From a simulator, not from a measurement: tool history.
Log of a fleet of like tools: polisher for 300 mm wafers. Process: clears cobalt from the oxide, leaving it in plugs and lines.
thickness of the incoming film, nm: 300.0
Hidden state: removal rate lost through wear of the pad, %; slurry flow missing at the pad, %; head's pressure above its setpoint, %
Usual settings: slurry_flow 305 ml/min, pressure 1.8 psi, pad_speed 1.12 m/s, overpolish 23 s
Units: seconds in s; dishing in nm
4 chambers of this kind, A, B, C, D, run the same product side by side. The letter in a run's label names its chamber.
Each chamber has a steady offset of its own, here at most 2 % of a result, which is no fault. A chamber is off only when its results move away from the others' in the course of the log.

run   hour  slurry_flow  pressure  pad_speed  overpolish  wafers polished on this pad  hours since the slurry nozzle was cleaned  hours since the head pressure was calibrated  seconds  dishing
 1D    8.2          305       1.8       1.12          23                          233                                      262.0                                         215.6   70.948   56.626
      17.1  -- chamber A: slurry nozzle cleaned
 2B   19.8          305       1.8       1.12          23                          979                                      138.4                                         285.3   70.390   56.869
 3A   29.7          305       1.8       1.12          23                          983                                       12.7                                         936.1   71.046   55.281
      31.4  -- chamber C: worn pad replaced by a new one
      34.7  -- chamber A: worn pad replaced by a new one
 4C   43.5          305       1.8       1.12          23                          131                                      470.1                                         475.2   70.549   58.816
      51.8  -- chamber D: worn pad replaced by a new one
      56.2  -- chamber B: head pressure recalibrated
 5B   57.4          305       1.8       1.12          23                         1387                                      176.0                                           1.3   72.222   57.275
 6C   69.9          305       1.8       1.12          23                          418                                      496.5                                         501.6   71.328   57.229
 7D   79.6          305       1.8       1.12          23                          301                                      333.4                                         287.0   71.933   56.445
      81.1  -- chamber B: worn pad replaced by a new one
 8A   90.2          305       1.8       0.76          13                          602                                       73.2                                         996.6  105.110   28.943
 9D   97.7          305       1.8       0.76          13                          498                                      351.5                                         305.1  104.690   30.003
10C  104.2          305       1.8       0.76          13                          790                                      530.8                                         535.9  106.800   29.173
     110.5  -- chamber A: worn pad replaced by a new one
11A  115.7          305       1.8       0.76          13                           57                                       98.7                                        1022.1  101.990   29.285
     118.3  -- chamber C: worn pad replaced by a new one
12B  123.2          305       1.8       1.12          23                          456                                      241.8                                          67.1   71.533   57.842
     126.3  -- chamber D: worn pad replaced by a new one
13D  129.8          305       1.8       0.76          23                           38                                      383.6                                         337.2  105.310   45.624
14A  141.4          305       1.8       0.76          23                          336                                      124.4                                        1047.8  105.400   44.677
15B  150.8          305       1.8       0.76          23                          756                                      269.4                                          94.7  103.860   45.967
16C  159.8          305       1.8       0.76          23                          451                                      586.4                                         591.5  106.110   44.887
17B  174.4          305       1.8       1.12          23                         1012                                      293.0                                         118.3   71.350   59.996
18D  181.8          305       2.3       1.00          23                          602                                      435.6                                         389.2   62.295   61.331
     188.0  -- chamber D: worn pad replaced by a new one
19C  193.1          305       2.3       1.00          23                          812                                      619.7                                         624.8   61.961   63.119
     195.8  -- chamber A: worn pad replaced by a new one
     203.1  -- chamber B: slurry nozzle cleaned
20A  208.0          305       2.3       1.00          23                          133                                      191.0                                        1114.4   62.013   60.393
     209.0  -- chamber C: slurry nozzle cleaned
     217.2  -- chamber B: worn pad replaced by a new one
21A  219.2          305       2.3       1.00          23                          254                                      202.2                                        1125.6   63.019   60.928
     222.3  -- chamber C: worn pad replaced by a new one
22B  231.2          305       1.8       1.12          23                          152                                       28.2                                         175.1   71.492   57.721
23C  244.3          305       1.8       1.12          23                          239                                       35.4                                         676.0   71.145   59.248
24D  253.9          305       1.8       1.12          23                          716                                      507.7                                         461.3   70.728   56.631
     257.2  -- chamber D: worn pad replaced by a new one
25A  261.6          305       1.8       1.12          23                          715                                      244.6                                        1168.0   71.122   56.693
     265.6  -- chamber A: slurry nozzle cleaned
26B  269.9          305       1.8       1.12          23                          572                                       66.9                                         213.8   70.446   56.121
     274.2  -- chamber D: slurry nozzle cleaned
27C  277.8          305       1.8       0.88          23                          603                                       68.9                                         709.5   90.828   49.083
28D  285.9          305       1.8       0.88          23                          311                                       11.7                                         493.3   89.372   49.700
     287.6  -- chamber A: worn pad replaced by a new one
29D  295.8          305       1.8       0.88          23                          419                                       21.6                                         503.2   91.940   49.144
30A  307.0          305       1.8       0.88          23                          210                                       41.5                                        1213.4   90.321   49.907
31C  314.3          305       1.8       1.12          23                          999                                      105.4                                         746.0   72.012   56.241

What goes on in this fleet: one chamber off, a drifting gauge, or nothing beyond the chambers' own small offsets? Name the chamber and the cause, if any.

No chamber stands off beyond its own small offset, and the gauge holds steady.
